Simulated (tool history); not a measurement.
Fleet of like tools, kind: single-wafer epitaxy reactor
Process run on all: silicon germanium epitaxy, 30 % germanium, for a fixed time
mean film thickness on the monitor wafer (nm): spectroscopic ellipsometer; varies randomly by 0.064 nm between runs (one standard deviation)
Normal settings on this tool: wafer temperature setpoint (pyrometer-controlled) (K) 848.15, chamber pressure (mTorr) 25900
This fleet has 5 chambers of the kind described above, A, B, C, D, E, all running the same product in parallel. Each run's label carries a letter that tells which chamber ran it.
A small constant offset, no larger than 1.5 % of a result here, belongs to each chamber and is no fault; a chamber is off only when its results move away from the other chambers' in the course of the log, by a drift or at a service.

| run | hour | wafer temperature setpoint (pyrometer-controlled) (K) | chamber pressure (mTorr) | hours since the last pyrometer calibration | hours since the last manometer calibration | read-back reference wafer on the same gauge, thickness_nm | mean film thickness on the monitor wafer (nm) |
|---|---|---|---|---|---|---|---|
| 1E | 3.8 | 848.15 | 25900 | 541.2 | 531.2 | 41.61 | 40.88 |
| 2C | 8.4 | 848.15 | 25900 | 984.8 | 610 | 41.615 | 41.31 |
| 3B | 13.2 | 848.15 | 25900 | 620.6 | 856.6 | 41.612 | 40.793 |
| 4D | 18.7 | 848.15 | 25900 | 105.9 | 371.6 | 41.608 | 40.376 |
| 5A | 22.7 | 848.15 | 25900 | 488.6 | 820.9 | 41.645 | 40.953 |
| 6D | 28.5 | 848.15 | 25900 | 115.7 | 381.4 | 41.638 | 40.358 |
| 7E | 32.7 | 862.15 | 29600 | 570.1 | 560.1 | 41.65 | 56.342 |
| 8C | 38.7 | 862.15 | 29600 | 1015.1 | 640.3 | 41.667 | 56.667 |
| 9A | 42.3 | 862.15 | 29600 | 508.2 | 840.5 | 41.647 | 56.554 |
| 10B | 48.3 | 862.15 | 29600 | 655.7 | 891.7 | 41.659 | 56.161 |
| 11D | 51.3 | 862.15 | 29600 | 138.5 | 404.2 | 41.661 | 55.994 |
| 12A | 56.8 | 848.15 | 25900 | 522.7 | 855 | 41.698 | 41.103 |
| 13E | 61.9 | 848.15 | 25900 | 599.3 | 589.3 | 41.714 | 41.04 |
| 14C | 66.7 | 848.15 | 25900 | 1043.1 | 668.3 | 41.699 | 41.272 |
| 15B | 69.8 | 841.15 | 25900 | 677.2 | 913.2 | 41.693 | 35.569 |
| 16C | 72.5 | 841.15 | 25900 | 1048.9 | 674.1 | 41.701 | 36.205 |
| 17E | 75.2 | 841.15 | 25900 | 612.6 | 602.6 | 41.695 | 35.945 |
| 18D | 81.1 | 841.15 | 25900 | 168.3 | 434 | 41.708 | 35.294 |
| 19A | 84.4 | 841.15 | 25900 | 550.3 | 882.6 | 41.729 | 35.803 |
| 20B | 90.5 | 848.15 | 25900 | 697.9 | 933.9 | 41.727 | 40.884 |
| 21D | 94.4 | 848.15 | 25900 | 181.6 | 447.3 | 41.737 | 40.473 |
| 22B | 98.6 | 848.15 | 25900 | 706 | 942 | 41.74 | 40.949 |
| 23E | 103.3 | 848.15 | 28300 | 640.7 | 630.7 | 41.764 | 42.528 |
| 24C | 108.7 | 848.15 | 28300 | 1085.1 | 710.3 | 41.772 | 42.832 |
| 25A | 113.6 | 848.15 | 28300 | 579.5 | 911.8 | 41.775 | 42.688 |
| 26E | 118.3 | 848.15 | 28300 | 655.7 | 645.7 | 41.771 | 42.561 |
| 27A | 122.2 | 848.15 | 28300 | 588.1 | 920.4 | 41.785 | 42.642 |
| 28B | 125.2 | 848.15 | 25900 | 732.6 | 968.6 | 41.801 | 40.85 |
| 29D | 129.1 | 848.15 | 25900 | 216.3 | 482 | 41.798 | 40.63 |
| 30C | 132.4 | 848.15 | 30800 | 1108.8 | 734 | 41.792 | 44.303 |
| 31D | 136 | 848.15 | 30800 | 223.2 | 488.9 | 41.811 | 43.589 |
| 32E | 139 | 848.15 | 30800 | 676.4 | 666.4 | 41.794 | 44.208 |
| 33B | 142.4 | 848.15 | 30800 | 749.8 | 985.8 | 41.795 | 43.848 |
| 34A | 145.2 | 848.15 | 30800 | 611.1 | 943.4 | 41.812 | 44.141 |
| 35C | 151.2 | 848.15 | 25900 | 1127.6 | 752.8 | 41.814 | 41.428 |
| 36B | 156.3 | 848.15 | 25900 | 763.7 | 999.7 | 41.843 | 41.015 |
| 37C | 162.1 | 848.15 | 25900 | 1138.5 | 763.7 | 41.844 | 41.502 |
| 38A | 166.1 | 848.15 | 25900 | 632 | 964.3 | 41.827 | 41.196 |
| 39E | 169.5 | 848.15 | 25900 | 706.9 | 696.9 | 41.849 | 41.196 |
| 40D | 174.3 | 848.15 | 25900 | 261.5 | 527.2 | 41.871 | 40.596 |

For the next run the whole fleet of 5 chambers uses the same settings. Give each chamber's results:
| 41A | 178.7 | 839.15 | 25900 |  |  |  | ? |
| 41B | 178.7 | 839.15 | 25900 |  |  |  | ? |
| 41C | 178.7 | 839.15 | 25900 |  |  |  | ? |
| 41D | 178.7 | 839.15 | 25900 |  |  |  | ? |
| 41E | 178.7 | 839.15 | 25900 |  |  |  | ? |

| run | mean film thickness on the monitor wafer (nm) |
|---|---|
| 41A | 34.539 |
| 41B | 34.398 |
| 41C | 35.013 |
| 41D | 33.936 |
| 41E | 34.664 |
